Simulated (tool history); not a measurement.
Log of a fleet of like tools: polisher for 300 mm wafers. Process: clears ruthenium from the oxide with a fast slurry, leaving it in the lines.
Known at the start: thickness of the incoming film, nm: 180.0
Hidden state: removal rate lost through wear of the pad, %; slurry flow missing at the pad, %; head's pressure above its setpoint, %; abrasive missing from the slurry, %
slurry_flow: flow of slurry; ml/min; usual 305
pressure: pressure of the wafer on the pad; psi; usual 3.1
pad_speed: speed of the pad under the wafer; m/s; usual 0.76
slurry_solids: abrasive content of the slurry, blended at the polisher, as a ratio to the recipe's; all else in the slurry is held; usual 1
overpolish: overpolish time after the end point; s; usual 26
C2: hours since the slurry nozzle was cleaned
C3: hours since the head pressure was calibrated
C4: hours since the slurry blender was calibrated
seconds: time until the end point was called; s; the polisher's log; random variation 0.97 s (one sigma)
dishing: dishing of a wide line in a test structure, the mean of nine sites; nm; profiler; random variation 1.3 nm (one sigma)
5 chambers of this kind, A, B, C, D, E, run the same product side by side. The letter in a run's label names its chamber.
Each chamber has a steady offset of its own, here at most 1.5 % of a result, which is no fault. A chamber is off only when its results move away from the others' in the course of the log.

Run 1C, hour 6.4: usual settings; wafers polished on this pad 289; C2 402.9; C3 216.3; C4 103.0. Result: seconds 53.763 s, dishing 60.462 nm.
Run 2A, hour 14.5: usual settings; wafers polished on this pad 127; C2 162.8; C3 623.1; C4 98.8. Result: seconds 55.277 s, dishing 60.564 nm.
Run 3E, hour 23.0: usual settings; wafers polished on this pad 669; C2 534.1; C3 830.5; C4 58.7. Result: seconds 53.585 s, dishing 61.943 nm.
Run 4D, hour 33.9: usual settings; wafers polished on this pad 358; C2 118.5; C3 1136.3; C4 71.2. Result: seconds 53.979 s, dishing 59.064 nm.
At hour 34.9: chamber A: slurry blender recalibrated.
Run 5B, hour 44.4: usual settings; wafers polished on this pad 1078; C2 210.8; C3 245.5; C4 194.9. Result: seconds 55.161 s, dishing 63.448 nm.
At hour 49.6: chamber B: worn pad replaced by a new one.
Run 6C, hour 50.8: usual settings; wafers polished on this pad 604; C2 447.3; C3 260.7; C4 147.4. Result: seconds 55.151 s, dishing 58.296 nm.
Run 7D, hour 56.4: usual settings; wafers polished on this pad 518; C2 141.0; C3 1158.8; C4 93.7. Result: seconds 53.883 s, dishing 60.268 nm.
At hour 58.2: chamber E: slurry blender recalibrated.
Run 8E, hour 65.5: usual settings; wafers polished on this pad 970; C2 576.6; C3 873.0; C4 7.4. Result: seconds 52.535 s, dishing 59.190 nm.
Run 9A, hour 72.2: usual settings; wafers polished on this pad 536; C2 220.5; C3 680.8; C4 37.4. Result: seconds 54.363 s, dishing 58.365 nm.
Run 10B, hour 78.0: usual settings; wafers polished on this pad 201; C2 244.4; C3 279.1; C4 228.5. Result: seconds 54.176 s, dishing 61.134 nm.
Run 11D, hour 89.0: usual settings; wafers polished on this pad 749; C2 173.6; C3 1191.4; C4 126.3. Result: seconds 53.753 s, dishing 59.845 nm.
Run 12E, hour 94.2: usual settings but slurry_flow 245 ml/min, pad_speed 0.90 m/s; wafers polished on this pad 1173; C2 605.3; C3 901.7; C4 36.1. Result: seconds 45.430 s, dishing 67.213 nm.
At hour 98.2: chamber E: slurry nozzle cleaned.
At hour 99.7: chamber B: slurry blender recalibrated.
At hour 100.1: chamber E: worn pad replaced by a new one.
Run 13B, hour 105.3: usual settings but slurry_flow 245 ml/min, pad_speed 0.90 m/s; wafers polished on this pad 395; C2 271.7; C3 306.4; C4 5.6. Result: seconds 47.451 s, dishing 69.029 nm.
At hour 108.7: chamber A: head pressure recalibrated.
At hour 109.6: chamber D: head pressure recalibrated.
Run 14A, hour 110.6: usual settings but slurry_flow 245 ml/min, pad_speed 0.90 m/s; wafers polished on this pad 808; C2 258.9; C3 1.9; C4 75.8. Result: seconds 46.508 s, dishing 64.210 nm.
At hour 111.0: chamber A: slurry nozzle cleaned.
Run 15C, hour 119.9: usual settings but slurry_flow 245 ml/min, pad_speed 0.90 m/s; wafers polished on this pad 1093; C2 516.4; C3 329.8; C4 216.5. Result: seconds 48.899 s, dishing 68.312 nm.
At hour 120.8: chamber C: slurry blender recalibrated.
Run 16D, hour 127.5: usual settings but slurry_flow 245 ml/min, pad_speed 0.90 m/s; wafers polished on this pad 1022; C2 212.1; C3 18.0; C4 164.8. Result: seconds 47.463 s, dishing 66.105 nm.
At hour 132.2: chamber D: slurry blender recalibrated.
At hour 134.9: chamber C: worn pad replaced by a new one.
Run 17C, hour 135.5: usual settings; wafers polished on this pad 4; C2 532.0; C3 345.4; C4 14.8. Result: seconds 55.314 s, dishing 59.704 nm.
Run 18E, hour 142.1: usual settings; wafers polished on this pad 298; C2 44.0; C3 949.6; C4 84.0. Result: seconds 53.325 s, dishing 59.792 nm.
At hour 142.4: chamber E: head pressure recalibrated.
Run 19B, hour 147.6: usual settings but pressure 3.9 psi, pad_speed 0.88 m/s; wafers polished on this pad 695; C2 314.0; C3 348.7; C4 47.9. Result: seconds 36.789 s, dishing 78.516 nm.
Run 20A, hour 152.9: usual settings but pressure 3.9 psi, pad_speed 0.88 m/s; wafers polished on this pad 1108; C2 42.0; C3 44.2; C4 118.1. Result: seconds 37.731 s, dishing 79.384 nm.
At hour 155.0: chamber E: slurry blender recalibrated.
Run 21B, hour 159.6: usual settings but pressure 3.9 psi, pad_speed 0.88 m/s; wafers polished on this pad 780; C2 326.0; C3 360.7; C4 59.9. Result: seconds 37.853 s, dishing 79.686 nm.
At hour 162.9: chamber A: slurry blender recalibrated.
At hour 163.3: chamber A: worn pad replaced by a new one.
Run 22E, hour 165.5: usual settings but pressure 3.9 psi, pad_speed 0.88 m/s; wafers polished on this pad 463; C2 67.4; C3 23.1; C4 10.6. Result: seconds 37.692 s, dishing 77.075 nm.
Run 23C, hour 174.3: usual settings but pressure 3.9 psi, pad_speed 0.88 m/s; wafers polished on this pad 279; C2 570.8; C3 384.2; C4 53.6. Result: seconds 37.711 s, dishing 79.274 nm.
At hour 178.4: chamber B: worn pad replaced by a new one.
Run 24D, hour 181.0: usual settings; wafers polished on this pad 1401; C2 265.6; C3 71.5; C4 48.8. Result: seconds 54.876 s, dishing 58.766 nm.
At hour 182.0: chamber D: worn pad replaced by a new one.
Run 25A, hour 187.3: usual settings; wafers polished on this pad 170; C2 76.4; C3 78.6; C4 24.5. Result: seconds 54.352 s, dishing 59.845 nm.
Run 26A, hour 195.5: usual settings; wafers polished on this pad 228; C2 84.6; C3 86.8; C4 32.7. Result: seconds 54.743 s, dishing 59.919 nm.
Run 27B, hour 206.4: usual settings; wafers polished on this pad 198; C2 372.8; C3 407.5; C4 106.7. Result: seconds 54.791 s, dishing 59.360 nm.
Run 28D, hour 217.3: usual settings; wafers polished on this pad 250; C2 301.9; C3 107.8; C4 85.1. Result: seconds 55.071 s, dishing 61.093 nm.
Run 29E, hour 222.7: usual settings; wafers polished on this pad 869; C2 124.6; C3 80.3; C4 67.8. Result: seconds 55.060 s, dishing 59.998 nm.
Run 30C, hour 233.7: usual settings; wafers polished on this pad 700; C2 630.2; C3 443.6; C4 113.0. Result: seconds 52.730 s, dishing 60.056 nm.
Run 31D, hour 238.8: usual settings; wafers polished on this pad 402; C2 323.4; C3 129.3; C4 106.6. Result: seconds 53.268 s, dishing 59.582 nm.
Run 32A, hour 250.5: usual settings; wafers polished on this pad 618; C2 139.6; C3 141.8; C4 87.7. Result: seconds 55.941 s, dishing 62.418 nm.
At hour 255.4: chamber E: slurry blender recalibrated.
At hour 258.0: chamber E: worn pad replaced by a new one.
Run 33B, hour 261.6: usual settings; wafers polished on this pad 589; C2 428.0; C3 462.7; C4 161.9. Result: seconds 52.863 s, dishing 61.926 nm.
Run 34E, hour 271.8: usual settings; wafers polished on this pad 98; C2 173.7; C3 129.4; C4 16.5. Result: seconds 53.709 s, dishing 59.410 nm.

All 5 chambers run these settings next. Forecast each chamber's results:
Run 35A, hour 280.2: usual settings but overpolish 32 s. Result: seconds ?, dishing ?.
Run 35B, hour 280.2: usual settings but overpolish 32 s. Result: seconds ?, dishing ?.
Run 35C, hour 280.2: usual settings but overpolish 32 s. Result: seconds ?, dishing ?.
Run 35D, hour 280.2: usual settings but overpolish 32 s. Result: seconds ?, dishing ?.
Run 35E, hour 280.2: usual settings but overpolish 32 s. Result: seconds ?, dishing ?.

run  seconds  dishing
35A   54.707   73.812
35B   54.606   71.053
35C   54.597   68.888
35D   53.372   70.639
35E   54.413   68.176
